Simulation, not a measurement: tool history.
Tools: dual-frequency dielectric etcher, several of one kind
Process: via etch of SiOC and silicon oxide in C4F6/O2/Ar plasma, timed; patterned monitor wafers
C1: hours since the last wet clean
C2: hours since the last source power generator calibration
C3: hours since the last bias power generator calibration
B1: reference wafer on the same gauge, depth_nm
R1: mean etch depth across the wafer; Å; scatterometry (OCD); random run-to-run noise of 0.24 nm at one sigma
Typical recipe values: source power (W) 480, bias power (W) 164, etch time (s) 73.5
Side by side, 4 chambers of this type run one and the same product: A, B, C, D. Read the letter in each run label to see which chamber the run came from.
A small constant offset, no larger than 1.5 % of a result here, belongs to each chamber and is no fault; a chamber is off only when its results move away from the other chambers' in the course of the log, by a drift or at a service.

run 1D hour=5.3 | source_power_(W)=480 bias_power_(W)=164 etch_time_(s)=73.5 | C1=418.4 C2=165.9 C3=2383.9 | B1=70.168 | R1=855.79
run 2C hour=9.5 | source_power_(W)=480 bias_power_(W)=164 etch_time_(s)=73.5 | C1=428.2 C2=2729.6 C3=1950.1 | B1=70.147 | R1=866.01
run 3A hour=13.6 | source_power_(W)=480 bias_power_(W)=164 etch_time_(s)=73.5 | C1=295.9 C2=1765.7 C3=2919.1 | B1=70.175 | R1=864.28
run 4B hour=19.2 | source_power_(W)=480 bias_power_(W)=164 etch_time_(s)=73.5 | C1=537.1 C2=812.2 C3=88.7 | B1=70.210 | R1=870.30
run 5A hour=23.4 | source_power_(W)=480 bias_power_(W)=164 etch_time_(s)=92.5 | C1=305.7 C2=1775.5 C3=2928.9 | B1=70.191 | R1=1087.60
-- hour=23.9 chamber C: wet clean of the chamber
run 6C hour=27.5 | source_power_(W)=480 bias_power_(W)=164 etch_time_(s)=92.5 | C1=3.6 C2=2747.6 C3=1968.1 | B1=70.194 | R1=1093.60
run 7D hour=32.0 | source_power_(W)=480 bias_power_(W)=164 etch_time_(s)=92.5 | C1=445.1 C2=192.6 C3=2410.6 | B1=70.199 | R1=1077.00
run 8B hour=36.3 | source_power_(W)=480 bias_power_(W)=164 etch_time_(s)=92.5 | C1=554.2 C2=829.3 C3=105.8 | B1=70.212 | R1=1096.40
run 9D hour=42.1 | source_power_(W)=480 bias_power_(W)=164 etch_time_(s)=73.5 | C1=455.2 C2=202.7 C3=2420.7 | B1=70.207 | R1=855.42
run 10A hour=46.1 | source_power_(W)=480 bias_power_(W)=164 etch_time_(s)=73.5 | C1=328.4 C2=1798.2 C3=2951.6 | B1=70.196 | R1=865.64
run 11B hour=52.0 | source_power_(W)=480 bias_power_(W)=164 etch_time_(s)=73.5 | C1=569.9 C2=845.0 C3=121.5 | B1=70.227 | R1=875.56
-- hour=54.3 chamber B: wet clean of the chamber
run 12C hour=56.6 | source_power_(W)=480 bias_power_(W)=164 etch_time_(s)=73.5 | C1=32.7 C2=2776.7 C3=1997.2 | B1=70.245 | R1=868.10
run 13D hour=63.0 | source_power_(W)=480 bias_power_(W)=164 etch_time_(s)=73.5 | C1=476.1 C2=223.6 C3=2441.6 | B1=70.188 | R1=852.41
run 14A hour=69.2 | source_power_(W)=480 bias_power_(W)=164 etch_time_(s)=73.5 | C1=351.5 C2=1821.3 C3=2974.7 | B1=70.212 | R1=863.32
run 15C hour=72.4 | source_power_(W)=480 bias_power_(W)=146 etch_time_(s)=73.5 | C1=48.5 C2=2792.5 C3=2013.0 | B1=70.198 | R1=843.12
run 16B hour=77.9 | source_power_(W)=480 bias_power_(W)=146 etch_time_(s)=73.5 | C1=23.7 C2=870.9 C3=147.4 | B1=70.200 | R1=836.01
run 17C hour=84.5 | source_power_(W)=480 bias_power_(W)=146 etch_time_(s)=73.5 | C1=60.6 C2=2804.6 C3=2025.1 | B1=70.220 | R1=839.77
run 18D hour=89.1 | source_power_(W)=480 bias_power_(W)=146 etch_time_(s)=73.5 | C1=502.2 C2=249.7 C3=2467.7 | B1=70.229 | R1=822.21
run 19B hour=93.6 | source_power_(W)=480 bias_power_(W)=164 etch_time_(s)=73.5 | C1=39.4 C2=886.6 C3=163.1 | B1=70.214 | R1=864.76
run 20A hour=100.0 | source_power_(W)=390 bias_power_(W)=164 etch_time_(s)=73.5 | C1=382.3 C2=1852.1 C3=3005.5 | B1=70.235 | R1=799.20
run 21C hour=104.8 | source_power_(W)=390 bias_power_(W)=164 etch_time_(s)=73.5 | C1=80.9 C2=2824.9 C3=2045.4 | B1=70.174 | R1=801.72
run 22B hour=109.6 | source_power_(W)=390 bias_power_(W)=164 etch_time_(s)=73.5 | C1=55.4 C2=902.6 C3=179.1 | B1=70.217 | R1=801.69
run 23D hour=116.0 | source_power_(W)=390 bias_power_(W)=164 etch_time_(s)=73.5 | C1=529.1 C2=276.6 C3=2494.6 | B1=70.187 | R1=787.43
run 24A hour=122.1 | source_power_(W)=480 bias_power_(W)=164 etch_time_(s)=73.5 | C1=404.4 C2=1874.2 C3=3027.6 | B1=70.214 | R1=864.73
run 25A hour=125.6 | source_power_(W)=480 bias_power_(W)=164 etch_time_(s)=73.5 | C1=407.9 C2=1877.7 C3=3031.1 | B1=70.197 | R1=861.56
run 26B hour=130.7 | source_power_(W)=480 bias_power_(W)=164 etch_time_(s)=73.5 | C1=76.5 C2=923.7 C3=200.2 | B1=70.209 | R1=871.82
run 27D hour=135.6 | source_power_(W)=480 bias_power_(W)=164 etch_time_(s)=73.5 | C1=548.7 C2=296.2 C3=2514.2 | B1=70.206 | R1=857.82
run 28C hour=141.7 | source_power_(W)=480 bias_power_(W)=164 etch_time_(s)=73.5 | C1=117.8 C2=2861.8 C3=2082.3 | B1=70.176 | R1=870.06
run 29D hour=145.2 | source_power_(W)=480 bias_power_(W)=164 etch_time_(s)=73.5 | C1=558.3 C2=305.8 C3=2523.8 | B1=70.177 | R1=853.72
run 30B hour=151.7 | source_power_(W)=480 bias_power_(W)=164 etch_time_(s)=73.5 | C1=97.5 C2=944.7 C3=221.2 | B1=70.230 | R1=869.63

Read the log: is a single chamber off, either drifting away or since a service, is the gauge that measures every chamber drifting, or is nothing wrong beyond small per-chamber offsets? Name any odd chamber and what most likely caused it.

No chamber is off and the gauge is stable; the differences are just each chamber's small, constant offset.
